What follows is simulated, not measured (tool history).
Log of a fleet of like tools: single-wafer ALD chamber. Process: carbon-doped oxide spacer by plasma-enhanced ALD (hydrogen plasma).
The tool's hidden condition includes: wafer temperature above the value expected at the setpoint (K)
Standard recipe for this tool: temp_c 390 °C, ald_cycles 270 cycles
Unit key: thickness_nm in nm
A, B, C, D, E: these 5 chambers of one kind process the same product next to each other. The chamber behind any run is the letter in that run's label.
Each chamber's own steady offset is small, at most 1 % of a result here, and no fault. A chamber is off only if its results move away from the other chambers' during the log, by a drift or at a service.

run	day	temp_c	ald_cycles	hours since the last thermocouple change	read-back reference wafer on the same gauge, thickness_nm	thickness_nm
1A	0.383	390	270	1299.9	14.291	13.571
2E	0.600	390	270	2230.4	14.298	13.478
3B	1.008	390	270	429.3	14.296	13.427
4D	1.321	390	270	1253.4	14.291	13.518
5C	1.717	390	270	782.5	14.286	13.356
6A	1.975	390	270	1338.1	14.286	13.533
7D	2.221	390	270	1275.0	14.292	13.508
8C	2.438	390	270	799.8	14.287	13.386
9E	2.742	390	270	2281.8	14.283	13.467
10B	2.954	390	270	476.0	14.288	13.408
11B	3.408	390	270	486.9	14.279	13.448
12D	3.779	390	270	1312.4	14.280	13.529
13C	4.104	390	270	839.8	14.276	13.376
14E	4.462	390	270	2323.1	14.275	13.445
15A	4.800	390	270	1405.9	14.272	13.538
16A	5.050	390	270	1411.9	14.273	13.552
17E	5.250	390	270	2342.0	14.274	13.455
18D	5.683	390	270	1358.1	14.265	13.516
19B	5.975	390	270	548.5	14.271	13.374
20C	6.400	390	270	894.9	14.273	13.344
21E	6.750	390	270	2378.0	14.270	13.463
22B	7.029	390	270	573.8	14.264	13.348
23C	7.300	390	270	916.5	14.263	13.320
24A	7.692	390	270	1475.3	14.262	13.510
25D	7.929	390	270	1412.0	14.260	13.510
26C	8.267	379	270	939.7	14.258	13.357
27A	8.675	379	270	1498.9	14.255	13.524
28B	9.133	379	270	624.3	14.256	13.400
29D	9.521	379	270	1450.2	14.253	13.488
30E	9.829	379	270	2451.9	14.248	13.449
31A	10.071	390	270	1532.4	14.250	13.524
32E	10.304	390	270	2463.3	14.245	13.436
33C	10.604	390	270	995.8	14.247	13.324
34D	10.862	390	270	1482.4	14.244	13.468
35B	11.112	390	270	671.8	14.243	13.390
36D	11.567	390	270	1499.3	14.244	13.469
37B	11.967	390	270	692.3	14.234	13.347
# day 12.029: chamber E: thermocouple changed; heater temperature recalibrated
38A	12.262	390	296	1585.0	14.232	14.785
39C	12.533	390	296	1042.1	14.238	14.577
40E	12.888	390	296	20.6	14.235	14.707
41B	13.325	390	296	724.9	14.228	14.646
42D	13.583	390	296	1547.7	14.235	14.755
43C	13.850	390	270	1073.7	14.228	13.280
44E	14.304	390	270	54.6	14.226	13.431

Predict what each chamber gives when all 5 of them run the settings below next.
45A	14.638	390	270			?
45B	14.638	390	270			?
45C	14.638	390	270			?
45D	14.638	390	270			?
45E	14.638	390	270			?

run	thickness_nm
45A	13.506
45B	13.359
45C	13.311
45D	13.460
45E	13.398

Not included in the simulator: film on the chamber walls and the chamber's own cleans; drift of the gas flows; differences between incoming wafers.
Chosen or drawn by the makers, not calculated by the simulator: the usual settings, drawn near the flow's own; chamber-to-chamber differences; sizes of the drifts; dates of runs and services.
